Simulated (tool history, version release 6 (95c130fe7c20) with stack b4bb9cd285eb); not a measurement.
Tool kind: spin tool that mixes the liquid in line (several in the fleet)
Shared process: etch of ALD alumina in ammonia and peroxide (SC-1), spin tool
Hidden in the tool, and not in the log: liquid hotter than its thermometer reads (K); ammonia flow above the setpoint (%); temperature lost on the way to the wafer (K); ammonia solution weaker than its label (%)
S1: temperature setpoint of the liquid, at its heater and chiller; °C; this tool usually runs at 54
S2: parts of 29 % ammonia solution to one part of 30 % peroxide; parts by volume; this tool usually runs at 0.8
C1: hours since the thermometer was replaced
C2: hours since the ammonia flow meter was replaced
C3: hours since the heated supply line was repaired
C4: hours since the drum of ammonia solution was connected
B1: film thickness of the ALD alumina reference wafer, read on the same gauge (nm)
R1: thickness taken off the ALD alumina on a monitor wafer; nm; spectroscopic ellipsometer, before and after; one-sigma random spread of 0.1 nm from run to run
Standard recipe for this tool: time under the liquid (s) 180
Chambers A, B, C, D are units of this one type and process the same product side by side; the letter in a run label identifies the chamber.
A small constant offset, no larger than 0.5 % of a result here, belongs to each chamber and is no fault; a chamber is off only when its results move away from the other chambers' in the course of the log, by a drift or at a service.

Run 1A, hour 16.1: usual settings; C1 1465; C2 157.2; C3 601.3; C4 356.3; B1 29.99. Result: R1 11.386 nm.
Run 2D, hour 25: usual settings; C1 2087.6; C2 136.7; C3 894.3; C4 31; B1 30.018. Result: R1 11.499 nm.
At hour 26.9: chamber A: new drum of ammonia solution connected.
Run 3C, hour 34.2: usual settings; C1 742.2; C2 937.1; C3 1014.8; C4 96.8; B1 30.013. Result: R1 11.636 nm.
At hour 42.5: chamber D: thermometer replaced.
Run 4B, hour 45.8: usual settings; C1 1293; C2 596.9; C3 2787.5; C4 615.3; B1 30.013. Result: R1 11.583 nm.
Run 5B, hour 62.3: usual settings; C1 1309.5; C2 613.4; C3 2804; C4 631.8; B1 29.989. Result: R1 11.488 nm.
Run 6A, hour 75.5: usual settings; C1 1524.4; C2 216.6; C3 660.7; C4 48.6; B1 30.019. Result: R1 11.504 nm.
Run 7C, hour 90.9: usual settings; C1 798.9; C2 993.8; C3 1071.5; C4 153.5; B1 29.999. Result: R1 11.347 nm.
Run 8D, hour 100.3: usual settings but S1 50.5 °C, S2 0.55 parts by volume; C1 57.8; C2 212; C3 969.6; C4 106.3; B1 30.013. Result: R1 9.3837 nm.
Run 9A, hour 114.7: usual settings but S1 50.5 °C, S2 0.55 parts by volume; C1 1563.6; C2 255.8; C3 699.9; C4 87.8; B1 30.002. Result: R1 9.1774 nm.
Run 10B, hour 126.8: usual settings but S1 50.5 °C, S2 0.55 parts by volume; C1 1374; C2 677.9; C3 2868.5; C4 696.3; B1 30.01. Result: R1 9.1094 nm.
Run 11D, hour 134.2: usual settings but S1 50.5 °C, S2 0.55 parts by volume; C1 91.7; C2 245.9; C3 1003.5; C4 140.2; B1 29.999. Result: R1 9.1453 nm.
Run 12C, hour 141.9: usual settings; C1 849.9; C2 1044.8; C3 1122.5; C4 204.5; B1 30.009. Result: R1 11.292 nm.
Run 13B, hour 150.9: usual settings; C1 1398.1; C2 702; C3 2892.6; C4 720.4; B1 30.019. Result: R1 11.582 nm.
Run 14C, hour 164.7: usual settings; C1 872.7; C2 1067.6; C3 1145.3; C4 227.3; B1 30.007. Result: R1 11.048 nm.
Run 15D, hour 172.1: usual settings; C1 129.6; C2 283.8; C3 1041.4; C4 178.1; B1 29.989. Result: R1 11.605 nm.
Run 16A, hour 181.6: usual settings but S2 1 parts by volume, time under the liquid (s) 80; C1 1630.5; C2 322.7; C3 766.8; C4 154.7; B1 30.025. Result: R1 5.1332 nm.
At hour 181.8: chamber B: new drum of ammonia solution connected.
Run 17B, hour 188.8: usual settings but S2 1 parts by volume, time under the liquid (s) 80; C1 1436; C2 739.9; C3 2930.5; C4 7.1; B1 29.999. Result: R1 5.2972 nm.
Run 18C, hour 198.7: usual settings but S2 1 parts by volume, time under the liquid (s) 80; C1 906.7; C2 1101.6; C3 1179.3; C4 261.3; B1 29.998. Result: R1 4.9967 nm.
Run 19A, hour 206.7: usual settings but S2 1 parts by volume, time under the liquid (s) 80; C1 1655.6; C2 347.8; C3 791.9; C4 179.8; B1 29.981. Result: R1 5.1076 nm.
Run 20D, hour 220.4: usual settings; C1 177.9; C2 332.1; C3 1089.7; C4 226.4; B1 29.996. Result: R1 11.587 nm.
Run 21A, hour 234: usual settings; C1 1682.9; C2 375.1; C3 819.2; C4 207.1; B1 30.003. Result: R1 11.392 nm.
Run 22C, hour 242.3: usual settings but S1 46 °C, S2 0.45 parts by volume; C1 950.3; C2 1145.2; C3 1222.9; C4 304.9; B1 30.012. Result: R1 6.6077 nm.
At hour 248.2: chamber C: thermometer replaced.
Run 23D, hour 249.9: usual settings but S1 46 °C, S2 0.45 parts by volume; C1 207.4; C2 361.6; C3 1119.2; C4 255.9; B1 29.999. Result: R1 7.0808 nm.
Run 24B, hour 258.5: usual settings but S1 46 °C, S2 0.45 parts by volume; C1 1505.7; C2 809.6; C3 3000.2; C4 76.8; B1 29.978. Result: R1 6.9173 nm.
At hour 260.2: chamber D: new drum of ammonia solution connected.
Run 25A, hour 266.6: usual settings but S1 46 °C, S2 0.45 parts by volume; C1 1715.5; C2 407.7; C3 851.8; C4 239.7; B1 30.027. Result: R1 6.8916 nm.
Run 26C, hour 282.1: usual settings; C1 33.9; C2 1185; C3 1262.7; C4 344.7; B1 30.001. Result: R1 10.808 nm.
At hour 294.3: chamber A: heated supply line repaired.
Run 27B, hour 295.1: usual settings; C1 1542.3; C2 846.2; C3 3036.8; C4 113.4; B1 30.01. Result: R1 11.474 nm.
At hour 301.5: chamber A: ammonia flow meter replaced.
Run 28D, hour 308.6: usual settings; C1 266.1; C2 420.3; C3 1177.9; C4 48.4; B1 29.998. Result: R1 11.529 nm.
Run 29D, hour 320.2: usual settings; C1 277.7; C2 431.9; C3 1189.5; C4 60; B1 29.982. Result: R1 11.603 nm.
Run 30C, hour 327.4: usual settings; C1 79.2; C2 1230.3; C3 1308; C4 390; B1 29.987. Result: R1 10.934 nm.
Run 31A, hour 344.1: usual settings; C1 1793; C2 42.7; C3 49.9; C4 317.2; B1 30.011. Result: R1 11.488 nm.
At hour 355: chamber A: thermometer replaced.
Run 32B, hour 358.6: usual settings; C1 1605.8; C2 909.7; C3 3100.3; C4 176.9; B1 29.994. Result: R1 11.458 nm.
Run 33D, hour 371.7: usual settings but time under the liquid (s) 75; C1 329.2; C2 483.4; C3 1241; C4 111.5; B1 30. Result: R1 4.8568 nm.
Run 34B, hour 386.8: usual settings but time under the liquid (s) 75; C1 1634; C2 937.9; C3 3128.5; C4 205.1; B1 29.998. Result: R1 4.7765 nm.
Run 35C, hour 400: usual settings but time under the liquid (s) 75; C1 151.8; C2 1302.9; C3 1380.6; C4 462.6; B1 29.99. Result: R1 4.308 nm.
Run 36A, hour 415.2: usual settings but time under the liquid (s) 75; C1 60.3; C2 113.8; C3 121; C4 388.3; B1 30.003. Result: R1 4.6855 nm.
Run 37C, hour 431.4: usual settings; C1 183.2; C2 1334.3; C3 1412; C4 494; B1 30.006. Result: R1 10.398 nm.
Run 38D, hour 446.9: usual settings; C1 404.4; C2 558.6; C3 1316.2; C4 186.7; B1 29.99. Result: R1 11.714 nm.

Which is it: a chamber that has drifted or been left off by a service, a gauge drift common to all chambers, or only each chamber's usual small offset? If a chamber is off, name it and its likeliest cause.

It is chamber C that slowly wanders off from its peers.
What lies behind it: temperature lost on the way to the wafer (K) = 2.06.

Chamber C could run next with any of the 4 candidate recipes listed below; each alters the usual settings, and their results appear as question marks. Which one brings its results back in line with what the other chambers deliver on the usual settings?
In-line tolerance around the mean of the other chambers on the usual settings: R1 0.37 nm
Run 39C-1, hour 458.9: usual settings but S1 52.5 °C, time under the liquid (s) 160. Result: R1 ?.
Run 39C-2, hour 458.9: usual settings but S1 56 °C. Result: R1 ?.
Run 39C-3, hour 458.9: usual settings but S1 53 °C, time under the liquid (s) 170. Result: R1 ?.
Run 39C-4, hour 458.9: usual settings but time under the liquid (s) 220. Result: R1 ?.

What the other chambers average on the usual settings: R1 11.494 nm
  run      R1
39C-1  8.3942
39C-2  11.446
39C-3  9.1663
39C-4   12.54
39C-2 puts the chamber back in line with the other chambers.
